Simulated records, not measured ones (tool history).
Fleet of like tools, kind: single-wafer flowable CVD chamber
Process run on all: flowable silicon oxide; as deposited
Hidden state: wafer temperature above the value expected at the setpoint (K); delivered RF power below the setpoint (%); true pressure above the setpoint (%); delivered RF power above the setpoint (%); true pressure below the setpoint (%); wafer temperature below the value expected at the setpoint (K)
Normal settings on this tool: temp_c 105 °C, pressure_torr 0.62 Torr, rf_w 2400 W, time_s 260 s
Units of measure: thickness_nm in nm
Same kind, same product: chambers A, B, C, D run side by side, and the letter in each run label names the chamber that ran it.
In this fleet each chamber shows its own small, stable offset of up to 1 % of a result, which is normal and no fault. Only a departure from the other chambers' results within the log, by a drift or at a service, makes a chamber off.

| run | hour | temp_c | pressure_torr | rf_w | time_s | hours since the last thermocouple change | hours since the last RF generator calibration | hours since the last manometer calibration | read-back reference wafer on the same gauge, thickness_nm | thickness_nm |
|---|---|---|---|---|---|---|---|---|---|---|
| 1D | 12 | 105 | 0.62 | 2400 | 260 | 394.3 | 1605.5 | 784.6 | 114.98 | 97.349 |
| 2B | 21 | 105 | 0.62 | 2400 | 260 | 351.4 | 1369.8 | 546.8 | 115 | 97.52 |
|  | 21.3 | chamber A: thermocouple changed; heater temperature recalibrated |
| 3A | 30.7 | 105 | 0.62 | 2400 | 260 | 9.5 | 727 | 1773.4 | 115 | 98.322 |
| 4C | 43.6 | 105 | 0.62 | 2400 | 260 | 816.6 | 676.2 | 56 | 114.99 | 98.322 |
| 5B | 53.9 | 105 | 0.62 | 2400 | 260 | 384.3 | 1402.7 | 579.7 | 115.01 | 97.293 |
| 6D | 66.5 | 105 | 0.62 | 2400 | 260 | 448.8 | 1660 | 839.1 | 114.98 | 96.623 |
| 7A | 73.2 | 105 | 0.62 | 2400 | 260 | 52 | 769.5 | 1815.9 | 115 | 98.68 |
| 8C | 82.6 | 105 | 0.62 | 2400 | 260 | 855.6 | 715.2 | 95 | 115.03 | 98.373 |
| 9B | 93.1 | 105 | 0.62 | 2400 | 260 | 423.5 | 1441.9 | 618.9 | 114.97 | 97.374 |
| 10C | 103.1 | 105 | 0.62 | 2400 | 260 | 876.1 | 735.7 | 115.5 | 114.96 | 98.108 |
| 11A | 113.4 | 105 | 0.62 | 2400 | 260 | 92.2 | 809.7 | 1856.1 | 115.02 | 98.598 |
| 12D | 126.4 | 105 | 0.62 | 2400 | 260 | 508.7 | 1719.9 | 899 | 115.08 | 96.278 |
| 13C | 134.7 | 105 | 0.62 | 2400 | 260 | 907.7 | 767.3 | 147.1 | 114.97 | 98.016 |
| 14B | 147.7 | 97 | 0.62 | 2700 | 260 | 478.1 | 1496.5 | 673.5 | 115.01 | 129.35 |
| 15A | 156.8 | 97 | 0.62 | 2700 | 260 | 135.6 | 853.1 | 1899.5 | 114.98 | 131.07 |
| 16D | 167.6 | 97 | 0.62 | 2700 | 260 | 549.9 | 1761.1 | 940.2 | 115 | 127.5 |
| 17D | 179.3 | 97 | 0.62 | 2700 | 260 | 561.6 | 1772.8 | 951.9 | 115.01 | 127.41 |
| 18C | 192.5 | 105 | 0.62 | 2400 | 260 | 965.5 | 825.1 | 204.9 | 114.96 | 98.162 |
| 19A | 198.7 | 105 | 0.62 | 2400 | 260 | 177.5 | 895 | 1941.4 | 115.04 | 98.55 |
| 20B | 211.5 | 105 | 0.523 | 2400 | 260 | 541.9 | 1560.3 | 737.3 | 114.98 | 76.341 |
| 21A | 222.9 | 105 | 0.523 | 2400 | 260 | 201.7 | 919.2 | 1965.6 | 115.02 | 76.543 |
| 22D | 231.4 | 105 | 0.523 | 2400 | 260 | 613.7 | 1824.9 | 1004 | 114.97 | 75.998 |
| 23C | 240.4 | 105 | 0.523 | 2400 | 260 | 1013.4 | 873 | 252.8 | 115.03 | 77.233 |
|  | 246.4 | chamber A: capacitance manometer re-zeroed and calibrated |
| 24B | 246.4 | 105 | 0.62 | 2400 | 260 | 576.8 | 1595.2 | 772.2 | 114.97 | 97.728 |
| 25C | 258.9 | 105 | 0.62 | 2400 | 260 | 1031.9 | 891.5 | 271.3 | 115 | 98.546 |
| 26A | 271.6 | 105 | 0.62 | 2400 | 260 | 250.4 | 967.9 | 25.2 | 114.99 | 98.564 |
| 27D | 283.2 | 105 | 0.62 | 2400 | 260 | 665.5 | 1876.7 | 1055.8 | 115.03 | 95.04 |
| 28B | 296.2 | 105 | 0.62 | 2400 | 260 | 626.6 | 1645 | 822 | 115.02 | 97.228 |
| 29C | 303.5 | 105 | 0.62 | 2400 | 260 | 1076.5 | 936.1 | 315.9 | 114.98 | 98.302 |
| 30D | 311.1 | 105 | 0.62 | 2100 | 260 | 693.4 | 1904.6 | 1083.7 | 114.96 | 93.158 |
| 31B | 322.2 | 105 | 0.62 | 2100 | 260 | 652.6 | 1671 | 848 | 115 | 95.395 |
| 32A | 329 | 105 | 0.62 | 2100 | 260 | 307.8 | 1025.3 | 82.6 | 115.02 | 96.268 |
| 33A | 339.7 | 105 | 0.62 | 2100 | 260 | 318.5 | 1036 | 93.3 | 115.01 | 96.079 |
|  | 345.6 | chamber B: RF generator calibrated |
| 34D | 345.9 | 105 | 0.62 | 2400 | 260 | 728.2 | 1939.4 | 1118.5 | 114.98 | 94.776 |
| 35B | 352.5 | 105 | 0.62 | 2400 | 260 | 682.9 | 7 | 878.3 | 114.94 | 97.848 |
| 36C | 359.4 | 105 | 0.62 | 2400 | 260 | 1132.4 | 992 | 371.8 | 114.93 | 98.131 |

Has any chamber moved away from the others, gradually or after a service, or does the common gauge drift, or do the chambers differ only by their own small steady offsets? State the chamber and the most likely cause if one applies.

Little by little, chamber D moves away from the other chambers.
What lies behind it: true pressure below the setpoint (%) = 2.
From this log alone, it may not be told apart from: wafer temperature above the value expected at the setpoint (K).

Which of the 4 candidates below, each the usual settings with something changed and its results left as question marks, puts chamber D back in line with what the other chambers give on the usual settings?
Counts as in line when no further than this from what the other chambers average on the usual settings: thickness_nm 0.78 nm
| 37D-1 | 369.3 | 105 | 0.62 | 2400 | 281 |  |  |  |  | ? |
| 37D-2 | 369.3 | 107 | 0.62 | 2395 | 257 |  |  |  |  | ? |
| 37D-3 | 369.3 | 105 | 0.62 | 2415 | 269 |  |  |  |  | ? |
| 37D-4 | 369.3 | 105 | 0.62 | 2385 | 251 |  |  |  |  | ? |

Usual-settings mean across the other chambers: thickness_nm 97.97 nm
| run | thickness_nm |
|---|---|
| 37D-1 | 102.11 |
| 37D-2 | 87.403 |
| 37D-3 | 97.843 |
| 37D-4 | 91.128 |
37D-3 brings the chamber back in line.

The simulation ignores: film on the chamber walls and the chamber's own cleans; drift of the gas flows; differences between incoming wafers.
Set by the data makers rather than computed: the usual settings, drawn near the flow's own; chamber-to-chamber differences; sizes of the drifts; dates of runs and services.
